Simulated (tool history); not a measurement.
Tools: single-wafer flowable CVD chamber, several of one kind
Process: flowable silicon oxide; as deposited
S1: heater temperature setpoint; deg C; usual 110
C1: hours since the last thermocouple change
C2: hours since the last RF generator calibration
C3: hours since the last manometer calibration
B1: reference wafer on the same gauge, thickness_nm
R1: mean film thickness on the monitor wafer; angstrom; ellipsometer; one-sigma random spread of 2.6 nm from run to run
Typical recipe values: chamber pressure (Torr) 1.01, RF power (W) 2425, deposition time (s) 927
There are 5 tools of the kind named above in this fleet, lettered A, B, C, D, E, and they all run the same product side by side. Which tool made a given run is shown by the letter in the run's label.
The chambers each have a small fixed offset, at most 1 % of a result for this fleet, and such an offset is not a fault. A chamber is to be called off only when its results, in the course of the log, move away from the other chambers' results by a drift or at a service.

Run 1C, hour 12.2: usual settings; C1 738.8; C2 1557.1; C3 296.3; B1 576.31. Result: R1 5540.5 angstrom.
Run 2E, hour 23.4: usual settings; C1 1307.4; C2 635.4; C3 2132.1; B1 576.50. Result: R1 5583.9 angstrom.
Run 3D, hour 34.7: usual settings; C1 1032.5; C2 1774.9; C3 1720.4; B1 576.31. Result: R1 5572.4 angstrom.
Run 4A, hour 46.5: usual settings; C1 1493.2; C2 1431.4; C3 3144.5; B1 575.35. Result: R1 5625.2 angstrom.
Run 5B, hour 58.2: usual settings but RF power (W) 2070, deposition time (s) 814; C1 1783.4; C2 388.0; C3 147.5; B1 576.75. Result: R1 4769.8 angstrom.
At hour 67.3: chamber A: capacitance manometer re-zeroed and calibrated.
Run 6D, hour 71.2: usual settings but RF power (W) 2070, deposition time (s) 814; C1 1069.0; C2 1811.4; C3 1756.9; B1 575.60. Result: R1 4768.8 angstrom.
Run 7A, hour 86.6: usual settings but RF power (W) 2070, deposition time (s) 814; C1 1533.3; C2 1471.5; C3 19.3; B1 575.66. Result: R1 4757.8 angstrom.
Run 8C, hour 101.1: usual settings but RF power (W) 2070, deposition time (s) 814; C1 827.7; C2 1646.0; C3 385.2; B1 576.13. Result: R1 4738.9 angstrom.
Run 9E, hour 116.9: usual settings but RF power (W) 2070, deposition time (s) 814; C1 1400.9; C2 728.9; C3 2225.6; B1 575.83. Result: R1 4730.0 angstrom.
At hour 124.5: chamber C: RF generator calibrated.
Run 10B, hour 128.4: usual settings; C1 1853.6; C2 458.2; C3 217.7; B1 576.38. Result: R1 5572.3 angstrom.
Run 11C, hour 137.6: usual settings; C1 864.2; C2 13.1; C3 421.7; B1 576.19. Result: R1 5602.7 angstrom.
Run 12E, hour 147.3: usual settings; C1 1431.3; C2 759.3; C3 2256.0; B1 576.94. Result: R1 5527.9 angstrom.
Run 13B, hour 160.0: usual settings but chamber pressure (Torr) 0.82, deposition time (s) 838; C1 1885.2; C2 489.8; C3 249.3; B1 575.61. Result: R1 3894.5 angstrom.
At hour 164.7: chamber D: RF generator calibrated.
Run 14A, hour 171.0: usual settings but chamber pressure (Torr) 0.82, deposition time (s) 838; C1 1617.7; C2 1555.9; C3 103.7; B1 575.79. Result: R1 3902.4 angstrom.
At hour 175.7: chamber A: thermocouple changed; heater temperature recalibrated.
Run 15D, hour 181.6: usual settings but chamber pressure (Torr) 0.82, deposition time (s) 838; C1 1179.4; C2 16.9; C3 1867.3; B1 575.38. Result: R1 3941.0 angstrom.
Run 16D, hour 195.6: usual settings but chamber pressure (Torr) 0.82, deposition time (s) 838; C1 1193.4; C2 30.9; C3 1881.3; B1 576.46. Result: R1 3905.7 angstrom.
Run 17C, hour 210.5: usual settings but chamber pressure (Torr) 0.82, deposition time (s) 838; C1 937.1; C2 86.0; C3 494.6; B1 576.01. Result: R1 3861.2 angstrom.
Run 18E, hour 221.0: usual settings; C1 1505.0; C2 833.0; C3 2329.7; B1 575.78. Result: R1 5522.2 angstrom.
At hour 224.7: chamber E: capacitance manometer re-zeroed and calibrated.
Run 19B, hour 232.0: usual settings; C1 1957.2; C2 561.8; C3 321.3; B1 575.63. Result: R1 5596.9 angstrom.
Run 20A, hour 239.5: usual settings; C1 63.8; C2 1624.4; C3 172.2; B1 575.44. Result: R1 5565.7 angstrom.
Run 21A, hour 249.0: usual settings but RF power (W) 1990; C1 73.3; C2 1633.9; C3 181.7; B1 576.56. Result: R1 5400.6 angstrom.
Run 22C, hour 260.6: usual settings but RF power (W) 1990; C1 987.2; C2 136.1; C3 544.7; B1 576.43. Result: R1 5388.6 angstrom.
Run 23D, hour 274.6: usual settings but RF power (W) 1990; C1 1272.4; C2 109.9; C3 1960.3; B1 576.03. Result: R1 5394.2 angstrom.
Run 24E, hour 288.1: usual settings but RF power (W) 1990; C1 1572.1; C2 900.1; C3 63.5; B1 576.16. Result: R1 5678.4 angstrom.
Run 25B, hour 302.6: usual settings but RF power (W) 1990; C1 2027.8; C2 632.4; C3 391.9; B1 576.47. Result: R1 5406.1 angstrom.
Run 26C, hour 314.2: usual settings; C1 1040.8; C2 189.7; C3 598.3; B1 575.03. Result: R1 5540.3 angstrom.
Run 27A, hour 327.9: usual settings; C1 152.2; C2 1712.8; C3 260.6; B1 575.93. Result: R1 5581.1 angstrom.
Run 28B, hour 343.2: usual settings; C1 2068.4; C2 673.0; C3 432.5; B1 576.05. Result: R1 5582.5 angstrom.
Run 29D, hour 358.9: usual settings; C1 1356.7; C2 194.2; C3 2044.6; B1 575.97. Result: R1 5549.6 angstrom.
Run 30E, hour 369.5: usual settings; C1 1653.5; C2 981.5; C3 144.9; B1 575.70. Result: R1 5872.8 angstrom.
Run 31A, hour 385.2: usual settings but chamber pressure (Torr) 1.09, deposition time (s) 789; C1 209.5; C2 1770.1; C3 317.9; B1 575.28. Result: R1 5174.5 angstrom.
Run 32E, hour 394.9: usual settings but chamber pressure (Torr) 1.09, deposition time (s) 789; C1 1678.9; C2 1006.9; C3 170.3; B1 575.70. Result: R1 5484.3 angstrom.
Run 33D, hour 409.1: usual settings but chamber pressure (Torr) 1.09, deposition time (s) 789; C1 1406.9; C2 244.4; C3 2094.8; B1 575.73. Result: R1 5171.3 angstrom.
Run 34B, hour 416.8: usual settings but chamber pressure (Torr) 1.09, deposition time (s) 789; C1 2142.0; C2 746.6; C3 506.1; B1 576.03. Result: R1 5207.4 angstrom.
Run 35C, hour 430.6: usual settings but chamber pressure (Torr) 1.09, deposition time (s) 789; C1 1157.2; C2 306.1; C3 714.7; B1 576.30. Result: R1 5129.8 angstrom.
Run 36E, hour 439.4: usual settings; C1 1723.4; C2 1051.4; C3 214.8; B1 575.88. Result: R1 5861.3 angstrom.
Run 37A, hour 455.5: usual settings but S1 96 deg C, chamber pressure (Torr) 1.10; C1 279.8; C2 1840.4; C3 388.2; B1 575.99. Result: R1 9760.0 angstrom.
Run 38D, hour 471.0: usual settings but S1 96 deg C, chamber pressure (Torr) 1.10; C1 1468.8; C2 306.3; C3 2156.7; B1 575.66. Result: R1 9617.0 angstrom.

Predict what each chamber gives when all 5 of them run the settings below next.
Run 39A, hour 482.5: usual settings but chamber pressure (Torr) 0.83. Result: R1 ?.
Run 39B, hour 482.5: usual settings but chamber pressure (Torr) 0.83. Result: R1 ?.
Run 39C, hour 482.5: usual settings but chamber pressure (Torr) 0.83. Result: R1 ?.
Run 39D, hour 482.5: usual settings but chamber pressure (Torr) 0.83. Result: R1 ?.
Run 39E, hour 482.5: usual settings but chamber pressure (Torr) 0.83. Result: R1 ?.

run      R1
39A  4399.3
39B  4350.6
39C  4354.3
39D  4408.9
39E  4638.6
